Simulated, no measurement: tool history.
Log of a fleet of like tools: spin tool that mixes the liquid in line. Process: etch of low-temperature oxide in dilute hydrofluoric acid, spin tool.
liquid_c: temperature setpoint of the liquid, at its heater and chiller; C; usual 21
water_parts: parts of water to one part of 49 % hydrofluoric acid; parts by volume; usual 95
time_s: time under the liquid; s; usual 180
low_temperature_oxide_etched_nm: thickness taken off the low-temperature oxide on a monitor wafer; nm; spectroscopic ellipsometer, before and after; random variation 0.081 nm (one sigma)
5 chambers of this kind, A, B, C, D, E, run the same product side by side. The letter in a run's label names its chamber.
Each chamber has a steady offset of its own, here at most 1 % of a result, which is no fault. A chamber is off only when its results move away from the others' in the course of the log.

run,hour,liquid_c,water_parts,time_s,"read-back film thickness of the low-temperature oxide reference wafer, read on the same gauge (nm)",low_temperature_oxide_etched_nm
1B,13.6,21,95,180,140.00,19.255
2A,23.9,21,95,180,140.00,19.164
3D,34.4,21,95,180,139.99,19.490
4E,45.4,21,95,180,140.00,19.272
5C,54.9,17,95,280,140.01,25.563
6E,68.9,17,95,280,140.03,25.204
7C,76.0,17,95,280,140.00,25.856
8B,86.3,17,95,280,140.00,25.558
9D,98.6,17,95,280,140.01,25.708
10A,112.5,21,95,180,139.99,19.210
11C,122.3,21,95,180,139.99,19.468
12A,133.4,21,95,180,139.99,19.221
13E,143.1,21,95,180,140.01,19.226
14B,155.2,21,95,180,139.99,19.311
15D,167.7,21,95,180,140.02,19.613
16B,175.5,21,95,180,140.00,19.395
17C,190.5,21,95,180,139.98,19.567
18E,204.2,21,95,180,139.98,19.229
19A,215.9,21,95,180,140.01,19.206
20D,224.6,21,95,180,140.01,19.659
21A,239.3,21,95,180,140.02,19.212
22B,248.2,21,95,180,139.98,19.494
23E,256.6,21,95,180,140.00,19.174
24D,265.1,21,95,180,140.00,19.822
25C,277.3,21,95,180,139.97,19.467
26A,287.9,21,55,180,140.02,35.161
# hour 290.5: chamber B: thermometer replaced
27B,297.3,21,55,180,140.00,35.447
28E,304.9,21,55,180,140.02,35.090
29D,314.7,21,55,180,139.98,36.119
30C,328.1,21,55,180,140.00,35.927
31D,335.7,21,50,180,140.00,39.943
32E,352.0,21,50,180,140.03,38.964
33A,364.2,21,50,180,139.99,39.026
# hour 376.5: chamber A: thermometer replaced
34C,379.1,21,50,180,140.00,39.864
35B,387.6,21,50,180,139.97,39.090
36A,398.1,21,95,180,140.02,19.232
37B,411.0,21,95,180,140.00,19.438
38E,418.6,21,95,180,140.00,19.132
39D,433.3,21,95,180,139.98,20.331

All 5 chambers run these settings next. Forecast each chamber's results:
40A,445.0,26,95,180,,?
40B,445.0,26,95,180,,?
40C,445.0,26,95,180,,?
40D,445.0,26,95,180,,?
40E,445.0,26,95,180,,?

run,low_temperature_oxide_etched_nm
40A,23.573
40B,23.803
40C,24.001
40D,25.198
40E,23.461
